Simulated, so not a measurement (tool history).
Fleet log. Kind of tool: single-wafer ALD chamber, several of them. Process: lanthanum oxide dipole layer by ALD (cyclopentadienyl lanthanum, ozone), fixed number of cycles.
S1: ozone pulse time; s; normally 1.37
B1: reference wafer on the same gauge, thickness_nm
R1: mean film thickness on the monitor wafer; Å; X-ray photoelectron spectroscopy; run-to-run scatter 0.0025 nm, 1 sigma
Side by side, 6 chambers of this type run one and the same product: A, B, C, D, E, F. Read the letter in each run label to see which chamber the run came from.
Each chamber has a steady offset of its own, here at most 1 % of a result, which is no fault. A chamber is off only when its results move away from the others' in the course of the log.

| run | hour | S1 | B1 | R1 |
|---|---|---|---|---|
|  | 9.9 | chamber F: ozone generator serviced |
| 1B | 11.8 | 1.37 | 0.43715 | 5.4865 |
|  | 22.8 | chamber D: thermocouple changed; heater temperature recalibrated |
| 2A | 25.4 | 1.37 | 0.43764 | 5.4535 |
| 3E | 34.3 | 1.37 | 0.43739 | 5.3827 |
| 4D | 50.2 | 1.37 | 0.43674 | 5.4171 |
| 5C | 61.8 | 1.57 | 0.43687 | 5.4701 |
| 6F | 70.0 | 1.57 | 0.43731 | 5.5662 |
| 7D | 85.9 | 1.57 | 0.43669 | 5.5208 |
| 8E | 95.2 | 1.57 | 0.43715 | 5.4980 |
| 9A | 107.0 | 1.57 | 0.43668 | 5.5642 |
|  | 117.4 | chamber C: thermocouple changed; heater temperature recalibrated |
| 10F | 119.5 | 1.57 | 0.43697 | 5.5460 |
| 11C | 135.6 | 1.37 | 0.43755 | 5.3856 |
| 12B | 143.8 | 1.37 | 0.43665 | 5.4274 |
| 13D | 157.0 | 1.37 | 0.43670 | 5.4184 |
| 14F | 170.8 | 1.37 | 0.43724 | 5.3818 |
|  | 172.7 | chamber C: ozone generator serviced |
| 15C | 186.2 | 1.37 | 0.43658 | 5.3927 |
| 16A | 198.3 | 1.37 | 0.43688 | 5.4347 |
| 17B | 209.7 | 1.37 | 0.43636 | 5.4092 |
| 18E | 218.8 | 1.37 | 0.43687 | 5.3590 |
| 19B | 232.1 | 1.37 | 0.43677 | 5.4544 |
| 20E | 247.3 | 1.37 | 0.43710 | 5.3908 |
| 21C | 255.8 | 1.37 | 0.43722 | 5.4305 |
|  | 258.6 | chamber E: thermocouple changed; heater temperature recalibrated |
| 22A | 265.4 | 1.37 | 0.43711 | 5.4807 |
|  | 277.0 | chamber D: ozone generator serviced |
|  | 280.5 | chamber F: thermocouple changed; heater temperature recalibrated |
| 23F | 281.4 | 1.37 | 0.43726 | 5.4267 |
| 24D | 295.5 | 1.15 | 0.43686 | 5.1752 |
| 25E | 308.9 | 1.15 | 0.43687 | 5.1808 |
| 26D | 317.6 | 1.15 | 0.43643 | 5.1838 |
| 27C | 328.6 | 1.15 | 0.43729 | 5.1292 |
|  | 337.0 | chamber A: ozone generator serviced |
| 28A | 339.2 | 1.15 | 0.43666 | 5.2192 |
| 29F | 351.3 | 1.15 | 0.43672 | 5.1983 |
| 30B | 359.1 | 1.66 | 0.43734 | 5.5795 |
| 31D | 368.0 | 1.66 | 0.43692 | 5.5355 |
| 32A | 375.5 | 1.66 | 0.43652 | 5.6259 |
| 33B | 390.3 | 1.66 | 0.43710 | 5.6280 |
| 34F | 406.1 | 1.66 | 0.43722 | 5.5574 |
| 35C | 417.9 | 1.66 | 0.43707 | 5.5215 |
| 36E | 429.6 | 1.37 | 0.43715 | 5.4097 |
| 37A | 441.4 | 1.37 | 0.43766 | 5.4666 |
| 38B | 448.4 | 0.88 | 0.43653 | 4.7780 |

All chambers now run identical settings, listed one chamber a line with results as question marks. What results will each chamber show?
| 39A | 459.9 | 1.37 |  | ? |
| 39B | 459.9 | 1.37 |  | ? |
| 39C | 459.9 | 1.37 |  | ? |
| 39D | 459.9 | 1.37 |  | ? |
| 39E | 459.9 | 1.37 |  | ? |
| 39F | 459.9 | 1.37 |  | ? |

| run | R1 |
|---|---|
| 39A | 5.4379 |
| 39B | 5.4429 |
| 39C | 5.3673 |
| 39D | 5.3898 |
| 39E | 5.4060 |
| 39F | 5.4830 |
